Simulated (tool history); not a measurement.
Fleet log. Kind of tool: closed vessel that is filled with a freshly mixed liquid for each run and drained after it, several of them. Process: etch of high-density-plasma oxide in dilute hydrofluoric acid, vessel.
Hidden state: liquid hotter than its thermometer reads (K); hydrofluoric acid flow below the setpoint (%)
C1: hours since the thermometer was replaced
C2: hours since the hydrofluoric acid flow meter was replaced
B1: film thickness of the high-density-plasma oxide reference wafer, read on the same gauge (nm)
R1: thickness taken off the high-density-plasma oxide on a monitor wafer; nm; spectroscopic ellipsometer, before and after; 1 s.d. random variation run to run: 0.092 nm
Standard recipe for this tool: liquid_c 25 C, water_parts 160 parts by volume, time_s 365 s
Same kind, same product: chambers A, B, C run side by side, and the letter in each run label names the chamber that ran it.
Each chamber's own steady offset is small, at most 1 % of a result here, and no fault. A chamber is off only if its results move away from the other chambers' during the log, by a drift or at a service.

{"run": "1B", "day": 0.279, "liquid_c": 25, "water_parts": 160, "time_s": 365, "C1": 806.9, "C2": 1166.9, "B1": 140, "R1": 16.018}
{"run": "2C", "day": 0.558, "liquid_c": 25, "water_parts": 160, "time_s": 365, "C1": 39.3, "C2": 361.5, "B1": 139.98, "R1": 16.122}
{"run": "3A", "day": 0.912, "liquid_c": 25, "water_parts": 160, "time_s": 365, "C1": 1277.4, "C2": 455, "B1": 140, "R1": 16.108}
{"run": "4A", "day": 1.275, "liquid_c": 25, "water_parts": 160, "time_s": 365, "C1": 1286.1, "C2": 463.7, "B1": 140.05, "R1": 15.878}
{"run": "5B", "day": 1.671, "liquid_c": 22.5, "water_parts": 200, "time_s": 365, "C1": 840.3, "C2": 1200.3, "B1": 140, "R1": 11.047}
{"run": "6C", "day": 2.025, "liquid_c": 22.5, "water_parts": 200, "time_s": 365, "C1": 74.5, "C2": 396.7, "B1": 140.01, "R1": 11.16}
{"run": "7C", "day": 2.471, "liquid_c": 22.5, "water_parts": 200, "time_s": 365, "C1": 85.2, "C2": 407.4, "B1": 140, "R1": 11.382}
{"run": "8A", "day": 2.738, "liquid_c": 27, "water_parts": 160, "time_s": 365, "C1": 1321.2, "C2": 498.8, "B1": 140.02, "R1": 17.219}
{"run": "9B", "day": 3.192, "liquid_c": 27, "water_parts": 160, "time_s": 365, "C1": 876.8, "C2": 1236.8, "B1": 140, "R1": 17.16}
{"run": "10C", "day": 3.617, "liquid_c": 27, "water_parts": 160, "time_s": 365, "C1": 112.7, "C2": 434.9, "B1": 140.02, "R1": 17.428}
{"run": "11B", "day": 4.15, "liquid_c": 25, "water_parts": 160, "time_s": 365, "C1": 899.8, "C2": 1259.8, "B1": 139.94, "R1": 16.108}
{"run": "12A", "day": 4.417, "liquid_c": 25, "water_parts": 160, "time_s": 365, "C1": 1361.5, "C2": 539.1, "B1": 140.01, "R1": 15.894}
{"run": "13C", "day": 4.696, "liquid_c": 25, "water_parts": 160, "time_s": 365, "C1": 138.6, "C2": 460.8, "B1": 139.99, "R1": 16.222}
{"run": "14A", "day": 5.146, "liquid_c": 25, "water_parts": 160, "time_s": 365, "C1": 1379, "C2": 556.6, "B1": 140, "R1": 16.001}
{"run": "15B", "day": 5.471, "liquid_c": 25, "water_parts": 160, "time_s": 365, "C1": 931.5, "C2": 1291.5, "B1": 140, "R1": 16.059}
{"run": "16A", "day": 5.854, "liquid_c": 25, "water_parts": 160, "time_s": 365, "C1": 1396, "C2": 573.6, "B1": 140.02, "R1": 16.037}
{"run": "17C", "day": 6.162, "liquid_c": 25, "water_parts": 160, "time_s": 365, "C1": 173.8, "C2": 496, "B1": 140.04, "R1": 16.171}
{"run": "18B", "day": 6.638, "liquid_c": 25, "water_parts": 160, "time_s": 365, "C1": 959.5, "C2": 1319.5, "B1": 139.99, "R1": 15.949}
{"run": "19A", "day": 7.046, "liquid_c": 25, "water_parts": 160, "time_s": 365, "C1": 1424.6, "C2": 602.2, "B1": 140.02, "R1": 15.973}
{"run": "20B", "day": 7.483, "liquid_c": 25, "water_parts": 160, "time_s": 445, "C1": 979.8, "C2": 1339.8, "B1": 140, "R1": 19.676}
{"run": "21C", "day": 7.988, "liquid_c": 25, "water_parts": 160, "time_s": 445, "C1": 217.6, "C2": 539.8, "B1": 139.99, "R1": 19.623}
{"run": "22A", "day": 8.462, "liquid_c": 25, "water_parts": 160, "time_s": 445, "C1": 1458.6, "C2": 636.2, "B1": 139.98, "R1": 19.327}
{"run": "23C", "day": 9.071, "liquid_c": 25, "water_parts": 160, "time_s": 365, "C1": 243.6, "C2": 565.8, "B1": 139.95, "R1": 16.193}
{"day": 9.175, "done": "chamber A: thermometer replaced"}
{"run": "24B", "day": 9.512, "liquid_c": 25, "water_parts": 160, "time_s": 365, "C1": 1028.5, "C2": 1388.5, "B1": 139.97, "R1": 16.473}
{"run": "25B", "day": 9.983, "liquid_c": 25, "water_parts": 160, "time_s": 365, "C1": 1039.8, "C2": 1399.8, "B1": 139.99, "R1": 16.491}
{"run": "26C", "day": 10.579, "liquid_c": 25, "water_parts": 160, "time_s": 365, "C1": 279.8, "C2": 602, "B1": 140.01, "R1": 16.288}
{"run": "27A", "day": 10.954, "liquid_c": 23, "water_parts": 160, "time_s": 365, "C1": 42.7, "C2": 696, "B1": 140.01, "R1": 14.732}
{"run": "28C", "day": 11.296, "liquid_c": 23, "water_parts": 160, "time_s": 365, "C1": 297, "C2": 619.2, "B1": 140.06, "R1": 15.079}
{"run": "29A", "day": 11.608, "liquid_c": 23, "water_parts": 160, "time_s": 365, "C1": 58.4, "C2": 711.7, "B1": 139.99, "R1": 14.787}
{"run": "30B", "day": 11.975, "liquid_c": 25, "water_parts": 160, "time_s": 365, "C1": 1087.6, "C2": 1447.6, "B1": 140, "R1": 16.532}
{"run": "31C", "day": 12.292, "liquid_c": 25, "water_parts": 160, "time_s": 365, "C1": 320.9, "C2": 643.1, "B1": 140.01, "R1": 16.175}
{"run": "32A", "day": 12.604, "liquid_c": 25, "water_parts": 160, "time_s": 365, "C1": 82.3, "C2": 735.6, "B1": 140, "R1": 15.919}
{"run": "33B", "day": 13.096, "liquid_c": 25, "water_parts": 160, "time_s": 365, "C1": 1114.5, "C2": 1474.5, "B1": 140.05, "R1": 16.653}
{"day": 13.429, "done": "chamber B: hydrofluoric acid flow meter replaced"}
{"run": "34A", "day": 13.583, "liquid_c": 25, "water_parts": 160, "time_s": 365, "C1": 105.8, "C2": 759.1, "B1": 139.95, "R1": 15.846}
{"run": "35C", "day": 13.862, "liquid_c": 25, "water_parts": 160, "time_s": 365, "C1": 358.6, "C2": 680.8, "B1": 139.93, "R1": 16.259}
{"run": "36B", "day": 14.362, "liquid_c": 25, "water_parts": 160, "time_s": 365, "C1": 1144.9, "C2": 22.5, "B1": 140, "R1": 16.835}
{"run": "37C", "day": 14.633, "liquid_c": 25, "water_parts": 160, "time_s": 365, "C1": 377.1, "C2": 699.3, "B1": 140.01, "R1": 16.152}
{"run": "38A", "day": 14.958, "liquid_c": 25, "water_parts": 160, "time_s": 365, "C1": 138.8, "C2": 792.1, "B1": 139.97, "R1": 15.9}

Predict what each chamber gives when all 3 of them run the settings below next.
{"run": "39A", "day": 15.396, "liquid_c": 28, "water_parts": 160, "time_s": 365, "R1": "?"}
{"run": "39B", "day": 15.396, "liquid_c": 28, "water_parts": 160, "time_s": 365, "R1": "?"}
{"run": "39C", "day": 15.396, "liquid_c": 28, "water_parts": 160, "time_s": 365, "R1": "?"}

run=39A R1=17.654
run=39B R1=18.963
run=39C R1=18.102
